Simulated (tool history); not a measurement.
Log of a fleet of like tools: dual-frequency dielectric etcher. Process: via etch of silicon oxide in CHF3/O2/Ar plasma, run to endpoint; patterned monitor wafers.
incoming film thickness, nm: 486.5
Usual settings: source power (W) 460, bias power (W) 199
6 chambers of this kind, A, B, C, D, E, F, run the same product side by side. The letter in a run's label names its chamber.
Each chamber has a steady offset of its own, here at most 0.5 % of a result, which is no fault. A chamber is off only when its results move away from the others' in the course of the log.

Run 1A, hour 5.1: usual settings. Result: endpoint time (s) 262.86.
Run 2D, hour 8.4: usual settings. Result: endpoint time (s) 264.21.
At hour 9.8: chamber F: source power generator calibrated.
Run 3F, hour 13.8: usual settings. Result: endpoint time (s) 262.12.
Run 4E, hour 19.2: usual settings. Result: endpoint time (s) 263.22.
Run 5B, hour 22.2: usual settings. Result: endpoint time (s) 259.48.
At hour 25: chamber E: wet clean of the chamber.
Run 6C, hour 26.7: usual settings. Result: endpoint time (s) 263.73.
At hour 27.4: chamber D: bias power generator calibrated.
Run 7C, hour 30.8: usual settings. Result: endpoint time (s) 263.
Run 8F, hour 35.9: usual settings. Result: endpoint time (s) 259.79.
Run 9E, hour 40.5: usual settings. Result: endpoint time (s) 261.04.
Run 10D, hour 44.8: usual settings. Result: endpoint time (s) 261.12.
Run 11A, hour 50.6: usual settings. Result: endpoint time (s) 262.66.
Run 12B, hour 53.9: usual settings. Result: endpoint time (s) 264.02.
Run 13B, hour 58.9: usual settings. Result: endpoint time (s) 261.76.
Run 14E, hour 62.4: usual settings. Result: endpoint time (s) 261.96.
Run 15C, hour 68.4: usual settings. Result: endpoint time (s) 264.08.
Run 16A, hour 72.9: usual settings. Result: endpoint time (s) 263.45.
Run 17F, hour 78.8: usual settings. Result: endpoint time (s) 263.93.
Run 18D, hour 82.7: usual settings but source power (W) 420. Result: endpoint time (s) 271.57.
Run 19B, hour 86.9: usual settings but source power (W) 420. Result: endpoint time (s) 270.28.
Run 20D, hour 93.1: usual settings but source power (W) 420. Result: endpoint time (s) 272.8.
Run 21F, hour 98.1: usual settings but source power (W) 420. Result: endpoint time (s) 271.74.
Run 22E, hour 103.3: usual settings but source power (W) 420. Result: endpoint time (s) 269.77.
Run 23A, hour 108.8: usual settings but source power (W) 420. Result: endpoint time (s) 272.4.
Run 24C, hour 112.4: usual settings. Result: endpoint time (s) 264.07.
Run 25A, hour 116.9: usual settings. Result: endpoint time (s) 261.68.
Run 26B, hour 121.6: usual settings but source power (W) 560, bias power (W) 230. Result: endpoint time (s) 231.46.
Run 27D, hour 126.7: usual settings but source power (W) 560, bias power (W) 230. Result: endpoint time (s) 235.16.
Run 28F, hour 132.4: usual settings but source power (W) 560, bias power (W) 230. Result: endpoint time (s) 227.57.
Run 29E, hour 138.3: usual settings but source power (W) 560, bias power (W) 230. Result: endpoint time (s) 232.45.
Run 30C, hour 144.1: usual settings but source power (W) 560, bias power (W) 230. Result: endpoint time (s) 232.25.
At hour 146.8: chamber F: wet clean of the chamber.
Run 31F, hour 147.7: usual settings but source power (W) 560, bias power (W) 230. Result: endpoint time (s) 232.36.
Run 32A, hour 150.7: usual settings but source power (W) 520, bias power (W) 171. Result: endpoint time (s) 261.51.
Run 33B, hour 154.9: usual settings but source power (W) 520, bias power (W) 171. Result: endpoint time (s) 263.2.
Run 34E, hour 160.2: usual settings but source power (W) 520, bias power (W) 171. Result: endpoint time (s) 266.39.
Run 35C, hour 165.3: usual settings but source power (W) 520, bias power (W) 171. Result: endpoint time (s) 261.52.
Run 36D, hour 171.7: usual settings but source power (W) 520, bias power (W) 171. Result: endpoint time (s) 264.5.
Run 37B, hour 177: usual settings but source power (W) 520, bias power (W) 171. Result: endpoint time (s) 263.9.

Next, every chamber runs the same settings. What will each give?
Run 38A, hour 181.6: usual settings but source power (W) 540. Result: endpoint time (s) ?.
Run 38B, hour 181.6: usual settings but source power (W) 540. Result: endpoint time (s) ?.
Run 38C, hour 181.6: usual settings but source power (W) 540. Result: endpoint time (s) ?.
Run 38D, hour 181.6: usual settings but source power (W) 540. Result: endpoint time (s) ?.
Run 38E, hour 181.6: usual settings but source power (W) 540. Result: endpoint time (s) ?.
Run 38F, hour 181.6: usual settings but source power (W) 540. Result: endpoint time (s) ?.

run  endpoint time (s)
38A             246.07
38B             245.18
38C             247.05
38D             247.61
38E             246.29
38F             247.76
